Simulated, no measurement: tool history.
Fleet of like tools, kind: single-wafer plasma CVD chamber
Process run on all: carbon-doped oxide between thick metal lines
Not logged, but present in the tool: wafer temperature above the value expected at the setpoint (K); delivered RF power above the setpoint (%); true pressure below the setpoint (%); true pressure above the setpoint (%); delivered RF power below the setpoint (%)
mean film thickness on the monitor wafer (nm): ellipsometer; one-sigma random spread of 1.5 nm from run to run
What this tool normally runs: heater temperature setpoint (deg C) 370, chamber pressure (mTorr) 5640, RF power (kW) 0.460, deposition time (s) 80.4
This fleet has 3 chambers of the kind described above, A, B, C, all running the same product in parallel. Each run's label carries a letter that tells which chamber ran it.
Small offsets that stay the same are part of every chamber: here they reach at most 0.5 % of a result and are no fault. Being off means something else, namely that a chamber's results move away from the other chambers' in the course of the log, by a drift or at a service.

run    day  heater temperature setpoint (deg C)  chamber pressure (mTorr)  RF power (kW)  deposition time (s)  hours since the last thermocouple change  hours since the last RF generator calibration  hours since the last manometer calibration  read-back reference wafer on the same gauge, thickness_nm  mean film thickness on the monitor wafer (nm)
 1B  0.125                                  370                      5640          0.460                 80.4                                     305.7                                         1967.5                                       354.2                                                     336.26                                         375.29
 2C  0.242                                  370                      5640          0.460                 80.4                                      94.7                                          852.0                                       559.7                                                     335.83                                         378.34
 3A  0.354                                  370                      5640          0.460                 80.4                                    1439.7                                          508.4                                       439.0                                                     335.96                                         374.28
 4B  0.554                                  370                      5640          0.460                 80.4                                     316.0                                         1977.8                                       364.5                                                     336.02                                         376.62
 5A  0.662                                  370                      5640          0.460                 80.4                                    1447.1                                          515.8                                       446.4                                                     336.18                                         373.84
 6C  0.767                                  370                      5640          0.460                 80.4                                     107.3                                          864.6                                       572.3                                                     335.94                                         375.48
 7C  0.933                                  377                      5640          0.460                 71.4                                     111.3                                          868.6                                       576.3                                                     336.38                                         328.89
 8A  1.075                                  377                      5640          0.460                 71.4                                    1457.0                                          525.7                                       456.3                                                     335.95                                         326.42
 9B  1.192                                  377                      5640          0.460                 71.4                                     331.3                                         1993.1                                       379.8                                                     335.90                                         330.35
10A  1.346                                  370                      5640          0.460                 80.4                                    1463.5                                          532.2                                       462.8                                                     336.04                                         372.63
11B  1.462                                  370                      5640          0.460                 80.4                                     337.8                                         1999.6                                       386.3                                                     336.04                                         376.75
12C  1.575                                  370                      5640          0.460                 80.4                                     126.7                                          884.0                                       591.7                                                     335.77                                         376.18
13B  1.717                                  370                      5640          0.460                 80.4                                     343.9                                         2005.7                                       392.4                                                     336.09                                         376.83
14C  1.817                                  370                      5640          0.460                 80.4                                     132.5                                          889.8                                       597.5                                                     335.97                                         376.30
15A  1.975                                  370                      5640          0.460                 80.4                                    1478.6                                          547.3                                       477.9                                                     336.01                                         373.30
16C  2.179                                  370                      5640          0.460                 80.4                                     141.2                                          898.5                                       606.2                                                     336.17                                         377.27
17B  2.396                                  370                      5640          0.460                 80.4                                     360.2                                         2022.0                                       408.7                                                     335.96                                         373.38
18A  2.592                                  370                      5640          0.460                 80.4                                    1493.4                                          562.1                                       492.7                                                     336.34                                         373.61
19C  2.817                                  370                      5640          0.535                 80.4                                     156.5                                          913.8                                       621.5                                                     336.29                                         411.72
20B  2.917                                  370                      5640          0.535                 80.4                                     372.7                                         2034.5                                       421.2                                                     335.94                                         413.97
21A  3.025                                  370                      5640          0.535                 80.4                                    1503.8                                          572.5                                       503.1                                                     335.91                                         411.54
22B  3.212                                  370                      5640          0.460                 80.4                                     379.8                                         2041.6                                       428.3                                                     336.33                                         377.79
23C  3.350                                  362                      5640          0.550                 80.4                                     169.3                                          926.6                                       634.3                                                     336.08                                         429.56
24A  3.496                                  362                      5640          0.550                 80.4                                    1515.1                                          583.8                                       514.4                                                     336.01                                         427.91
25C  3.675                                  362                      5640          0.550                 80.4                                     177.1                                          934.4                                       642.1                                                     335.94                                         426.82
26A  3.858                                  370                      5640          0.460                 80.4                                    1523.8                                          592.5                                       523.1                                                     336.19                                         372.23
27B  4.042                                  370                      5640          0.460                 80.4                                     399.7                                         2061.5                                       448.2                                                     336.12                                         375.01
28A  4.200                                  370                      5640          0.460                 80.4                                    1532.0                                          600.7                                       531.3                                                     336.48                                         375.69
29B  4.392                                  370                      5640          0.460                 80.4                                     408.1                                         2069.9                                       456.6                                                     335.94                                         373.67
30C  4.521                                  370                      5640          0.460                 80.4                                     197.4                                          954.7                                       662.4                                                     335.83                                         376.46
31B  4.688                                  384                      4320          0.460                 80.4                                     415.2                                         2077.0                                       463.7                                                     336.09                                         350.18
32A  4.821                                  384                      4320          0.460                 80.4                                    1546.9                                          615.6                                       546.2                                                     336.16                                         349.26
33C  5.029                                  384                      4320          0.460                 80.4                                     209.6                                          966.9                                       674.6                                                     336.14                                         351.76
34C  5.158                                  370                      5640          0.460                 80.4                                     212.7                                          970.0                                       677.7                                                     335.89                                         375.07
35A  5.321                                  370                      5640          0.460                 80.4                                    1558.9                                          627.6                                       558.2                                                     336.01                                         373.19
36B  5.450                                  370                      5640          0.460                 80.4                                     433.5                                         2095.3                                       482.0                                                     335.95                                         374.02
37C  5.583                                  370                      5640          0.460                 80.4                                     222.9                                          980.2                                       687.9                                                     336.17                                         374.08
38B  5.692                                  370                      5640          0.460                 80.4                                     439.3                                         2101.1                                       487.8                                                     336.12                                         374.04
39A  5.842                                  370                      5640          0.460                 80.4                                    1571.4                                          640.1                                       570.7                                                     336.03                                         372.90

Does one chamber stand apart from the rest, does the shared gauge drift, or is all well apart from small per-chamber offsets? Give the chamber and the most likely cause, where there is one.

The fleet is healthy, with each chamber sitting at its usual small offset and no drift in the gauge.
